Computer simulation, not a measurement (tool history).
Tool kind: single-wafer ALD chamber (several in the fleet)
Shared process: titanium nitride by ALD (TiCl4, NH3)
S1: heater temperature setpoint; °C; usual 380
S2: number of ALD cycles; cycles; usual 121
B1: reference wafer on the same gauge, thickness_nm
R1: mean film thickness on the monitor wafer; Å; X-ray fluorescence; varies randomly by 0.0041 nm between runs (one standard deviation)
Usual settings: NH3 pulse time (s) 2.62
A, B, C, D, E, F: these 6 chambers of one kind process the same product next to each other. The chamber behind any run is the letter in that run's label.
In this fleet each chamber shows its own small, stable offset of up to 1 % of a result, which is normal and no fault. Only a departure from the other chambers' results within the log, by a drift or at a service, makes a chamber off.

run 1B hour=8.8 | S1=380 S2=121 NH3_pulse_time_(s)=2.62 | B1=2.1703 | R1=26.618
run 2A hour=16.4 | S1=380 S2=121 NH3_pulse_time_(s)=2.62 | B1=2.1691 | R1=26.307
run 3D hour=20.6 | S1=380 S2=121 NH3_pulse_time_(s)=2.62 | B1=2.1693 | R1=26.245
run 4C hour=27.7 | S1=380 S2=121 NH3_pulse_time_(s)=2.62 | B1=2.1685 | R1=26.673
run 5F hour=33.2 | S1=380 S2=121 NH3_pulse_time_(s)=2.62 | B1=2.1682 | R1=26.759
run 6E hour=38.6 | S1=380 S2=121 NH3_pulse_time_(s)=2.62 | B1=2.169 | R1=26.458
run 7C hour=45.3 | S1=380 S2=135 NH3_pulse_time_(s)=2.62 | B1=2.1683 | R1=29.585
run 8F hour=52.2 | S1=380 S2=135 NH3_pulse_time_(s)=2.62 | B1=2.1664 | R1=29.844
run 9A hour=58.8 | S1=380 S2=135 NH3_pulse_time_(s)=2.62 | B1=2.1676 | R1=29.441
run 10D hour=64.6 | S1=380 S2=135 NH3_pulse_time_(s)=2.62 | B1=2.1672 | R1=29.324
-- hour=71.7 chamber C: thermocouple changed; heater temperature recalibrated
run 11E hour=72.1 | S1=380 S2=135 NH3_pulse_time_(s)=2.62 | B1=2.1667 | R1=29.56
run 12B hour=76.9 | S1=380 S2=135 NH3_pulse_time_(s)=2.62 | B1=2.1651 | R1=29.66
run 13B hour=85.7 | S1=380 S2=121 NH3_pulse_time_(s)=2.62 | B1=2.1662 | R1=26.574
run 14A hour=90.2 | S1=380 S2=121 NH3_pulse_time_(s)=2.62 | B1=2.1659 | R1=26.334
run 15C hour=98.5 | S1=380 S2=121 NH3_pulse_time_(s)=2.62 | B1=2.1656 | R1=26.498
run 16E hour=105.8 | S1=380 S2=121 NH3_pulse_time_(s)=2.62 | B1=2.1646 | R1=26.539
run 17D hour=112 | S1=380 S2=121 NH3_pulse_time_(s)=2.62 | B1=2.1646 | R1=26.318
run 18F hour=120.2 | S1=387 S2=134 NH3_pulse_time_(s)=2.62 | B1=2.1637 | R1=29.727
run 19C hour=126.8 | S1=387 S2=134 NH3_pulse_time_(s)=2.62 | B1=2.163 | R1=29.428
run 20E hour=133.1 | S1=387 S2=134 NH3_pulse_time_(s)=2.62 | B1=2.1636 | R1=29.392
run 21A hour=139.5 | S1=387 S2=134 NH3_pulse_time_(s)=2.62 | B1=2.1629 | R1=29.204
run 22D hour=147.6 | S1=387 S2=134 NH3_pulse_time_(s)=2.62 | B1=2.163 | R1=29.274
run 23B hour=154.7 | S1=387 S2=134 NH3_pulse_time_(s)=2.62 | B1=2.1631 | R1=29.485
run 24F hour=161.8 | S1=380 S2=121 NH3_pulse_time_(s)=2.62 | B1=2.162 | R1=26.701
run 25D hour=166.3 | S1=380 S2=121 NH3_pulse_time_(s)=2.62 | B1=2.1621 | R1=26.254
run 26A hour=174.9 | S1=380 S2=121 NH3_pulse_time_(s)=2.62 | B1=2.1617 | R1=26.303
run 27F hour=179.9 | S1=380 S2=121 NH3_pulse_time_(s)=2.62 | B1=2.1617 | R1=26.69
run 28B hour=183.9 | S1=380 S2=113 NH3_pulse_time_(s)=3.25 | B1=2.1613 | R1=24.948
run 29E hour=188.3 | S1=380 S2=113 NH3_pulse_time_(s)=3.25 | B1=2.1601 | R1=24.987
run 30C hour=193.6 | S1=380 S2=113 NH3_pulse_time_(s)=3.25 | B1=2.1606 | R1=25.005
run 31D hour=199.1 | S1=380 S2=113 NH3_pulse_time_(s)=3.25 | B1=2.1605 | R1=24.731
run 32B hour=207.8 | S1=380 S2=113 NH3_pulse_time_(s)=3.25 | B1=2.1598 | R1=25.005
-- hour=210.1 chamber E: thermocouple changed; heater temperature recalibrated
run 33F hour=214.4 | S1=380 S2=113 NH3_pulse_time_(s)=3.25 | B1=2.1593 | R1=25.06
run 34C hour=222.3 | S1=380 S2=121 NH3_pulse_time_(s)=2.62 | B1=2.1594 | R1=26.409
-- hour=225.6 chamber A: thermocouple changed; heater temperature recalibrated
run 35E hour=227.6 | S1=380 S2=121 NH3_pulse_time_(s)=2.62 | B1=2.1586 | R1=26.466
run 36A hour=235.3 | S1=380 S2=121 NH3_pulse_time_(s)=2.62 | B1=2.1589 | R1=26.253
run 37E hour=240.1 | S1=380 S2=121 NH3_pulse_time_(s)=2.62 | B1=2.1586 | R1=26.407
run 38D hour=247.4 | S1=380 S2=121 NH3_pulse_time_(s)=2.62 | B1=2.1573 | R1=26.195
run 39A hour=253.2 | S1=380 S2=121 NH3_pulse_time_(s)=2.62 | B1=2.1579 | R1=26.271
run 40B hour=258.2 | S1=380 S2=121 NH3_pulse_time_(s)=2.62 | B1=2.1572 | R1=26.458
run 41F hour=262.7 | S1=380 S2=121 NH3_pulse_time_(s)=2.62 | B1=2.1568 | R1=26.636
run 42C hour=267 | S1=380 S2=121 NH3_pulse_time_(s)=2.62 | B1=2.1569 | R1=26.397
run 43F hour=275.2 | S1=380 S2=121 NH3_pulse_time_(s)=2.62 | B1=2.1559 | R1=26.593

Has any chamber moved away from the others, gradually or after a service, or does the common gauge drift, or do the chambers differ only by their own small steady offsets? State the chamber and the most likely cause if one applies.

No chamber is off; the gauge reading every chamber's wafers drifts, which makes the whole fleet appear to move together.
What lies behind it: gauge reads low (%) = 0.632.
